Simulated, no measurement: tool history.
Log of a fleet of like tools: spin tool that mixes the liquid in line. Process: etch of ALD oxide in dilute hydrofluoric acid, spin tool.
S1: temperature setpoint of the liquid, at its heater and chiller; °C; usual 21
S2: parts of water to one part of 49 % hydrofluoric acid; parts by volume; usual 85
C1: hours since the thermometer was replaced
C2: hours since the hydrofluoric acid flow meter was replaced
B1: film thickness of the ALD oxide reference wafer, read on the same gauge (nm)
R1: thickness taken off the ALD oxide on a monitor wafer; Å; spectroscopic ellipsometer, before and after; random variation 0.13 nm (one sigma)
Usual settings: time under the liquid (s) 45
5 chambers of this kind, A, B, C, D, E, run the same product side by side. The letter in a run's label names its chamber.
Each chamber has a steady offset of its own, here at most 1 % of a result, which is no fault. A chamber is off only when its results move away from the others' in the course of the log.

Run 1D, day 0.283: usual settings; C1 163.3; C2 772.3; B1 140. Result: R1 160.36 Å.
Run 2B, day 0.517: usual settings; C1 1500.1; C2 576.4; B1 140. Result: R1 155.64 Å.
Run 3C, day 0.704: usual settings; C1 1729.1; C2 237; B1 140. Result: R1 155.88 Å.
Run 4A, day 0.979: usual settings; C1 377.8; C2 1203; B1 140.03. Result: R1 158.68 Å.
Run 5E, day 1.154: usual settings; C1 1771.5; C2 1314; B1 140.04. Result: R1 157.96 Å.
Run 6E, day 1.358: usual settings; C1 1776.4; C2 1318.9; B1 140. Result: R1 156.24 Å.
Run 7C, day 1.533: usual settings; C1 1749; C2 256.9; B1 140.02. Result: R1 156.38 Å.
Run 8B, day 1.738: usual settings; C1 1529.4; C2 605.7; B1 139.99. Result: R1 157.18 Å.
Run 9D, day 1.908: usual settings; C1 202.3; C2 811.3; B1 140.05. Result: R1 158.32 Å.
Run 10A, day 2.154: usual settings; C1 406; C2 1231.2; B1 139.98. Result: R1 155.56 Å.
Run 11C, day 2.412: usual settings; C1 1770.1; C2 278; B1 139.98. Result: R1 158.21 Å.
Run 12B, day 2.662: usual settings; C1 1551.6; C2 627.9; B1 140.05. Result: R1 155.5 Å.
Run 13A, day 2.808: usual settings; C1 421.7; C2 1246.9; B1 139.96. Result: R1 157.33 Å.
Run 14E, day 2.962: usual settings; C1 1814.9; C2 1357.4; B1 140. Result: R1 155.02 Å.
Run 15D, day 3.108: usual settings; C1 231.1; C2 840.1; B1 139.97. Result: R1 159.19 Å.
Run 16E, day 3.321: usual settings; C1 1823.5; C2 1366; B1 139.99. Result: R1 154.88 Å.
Run 17B, day 3.521: usual settings but S1 23.5 °C, time under the liquid (s) 25; C1 1572.2; C2 648.5; B1 140.05. Result: R1 96.322 Å.
Run 18D, day 3.812: usual settings but S1 23.5 °C, time under the liquid (s) 25; C1 248; C2 857; B1 139.98. Result: R1 98.335 Å.
Run 19C, day 4.108: usual settings but S1 23.5 °C, time under the liquid (s) 25; C1 1810.8; C2 318.7; B1 139.98. Result: R1 95.738 Å.
Run 20A, day 4.342: usual settings but S1 23.5 °C, time under the liquid (s) 25; C1 458.5; C2 1283.7; B1 139.99. Result: R1 96.401 Å.
Run 21B, day 4.608: usual settings but S1 23.5 °C, time under the liquid (s) 25; C1 1598.3; C2 674.6; B1 140.01. Result: R1 95.951 Å.
Run 22C, day 4.758: usual settings; C1 1826.4; C2 334.3; B1 140. Result: R1 156.21 Å.
Run 23D, day 5.029: usual settings; C1 277.2; C2 886.2; B1 140. Result: R1 164.04 Å.
Run 24E, day 5.208: usual settings but S1 24.5 °C; C1 1868.8; C2 1411.3; B1 139.98. Result: R1 182.03 Å.
Run 25A, day 5.446: usual settings but S1 24.5 °C; C1 485; C2 1310.2; B1 140.04. Result: R1 178.89 Å.
At day 5.521: chamber D: hydrofluoric acid flow meter replaced.
Run 26B, day 5.654: usual settings but S1 24.5 °C; C1 1623.4; C2 699.7; B1 139.98. Result: R1 182.06 Å.
Run 27D, day 5.883: usual settings but S1 24.5 °C; C1 297.7; C2 8.8; B1 140.01. Result: R1 187.72 Å.
Run 28E, day 6.133: usual settings but S1 24.5 °C; C1 1891; C2 1433.5; B1 140. Result: R1 180.6 Å.
Run 29C, day 6.433: usual settings; C1 1866.6; C2 374.5; B1 140.05. Result: R1 154.85 Å.
At day 6.562: chamber C: hydrofluoric acid flow meter replaced.
Run 30A, day 6.612: usual settings; C1 513; C2 1338.2; B1 140.03. Result: R1 157.53 Å.
Run 31E, day 6.904: usual settings; C1 1909.5; C2 1452; B1 140. Result: R1 154.41 Å.
Run 32B, day 7.104: usual settings; C1 1658.2; C2 734.5; B1 140.04. Result: R1 158.88 Å.
Run 33D, day 7.433: usual settings but S2 105 parts by volume, time under the liquid (s) 25; C1 334.9; C2 46; B1 140. Result: R1 73.13 Å.
Run 34C, day 7.579: usual settings but S2 105 parts by volume, time under the liquid (s) 25; C1 1894.1; C2 24.4; B1 140.03. Result: R1 68.847 Å.
Run 35A, day 7.854: usual settings but S2 105 parts by volume, time under the liquid (s) 25; C1 542.8; C2 1368; B1 140. Result: R1 67.739 Å.
Run 36B, day 8.054: usual settings but S2 105 parts by volume, time under the liquid (s) 25; C1 1681; C2 757.3; B1 140.04. Result: R1 67.924 Å.

Is one chamber off against the others, does the gauge drift, or is nothing wrong? If a chamber is off, say which, and what the likeliest cause is.

Chamber D drifts away from the others.
Cause: liquid hotter than its thermometer reads (K) = 1.67.

Here are 4 candidates for chamber D's next run, each the usual settings with a change, their results left as question marks. Which one brings its results back in line with what the others give on the usual settings?
In line means no further than this from the other chambers' mean on the usual settings: R1 4.5 Å
Run 37D-1, day 8.292: usual settings but S2 90 parts by volume. Result: R1 ?.
Run 37D-2, day 8.292: usual settings but S1 21.5 °C. Result: R1 ?.
Run 37D-3, day 8.292: usual settings but S1 23 °C. Result: R1 ?.
Run 37D-4, day 8.292: usual settings but S1 20.5 °C. Result: R1 ?.

The other chambers' mean on the usual settings: R1 156.02 Å
  run      R1
37D-1  158.01
37D-2  171.81
37D-3  182.31
37D-4  165.05
37D-1 brings the chamber back in line.
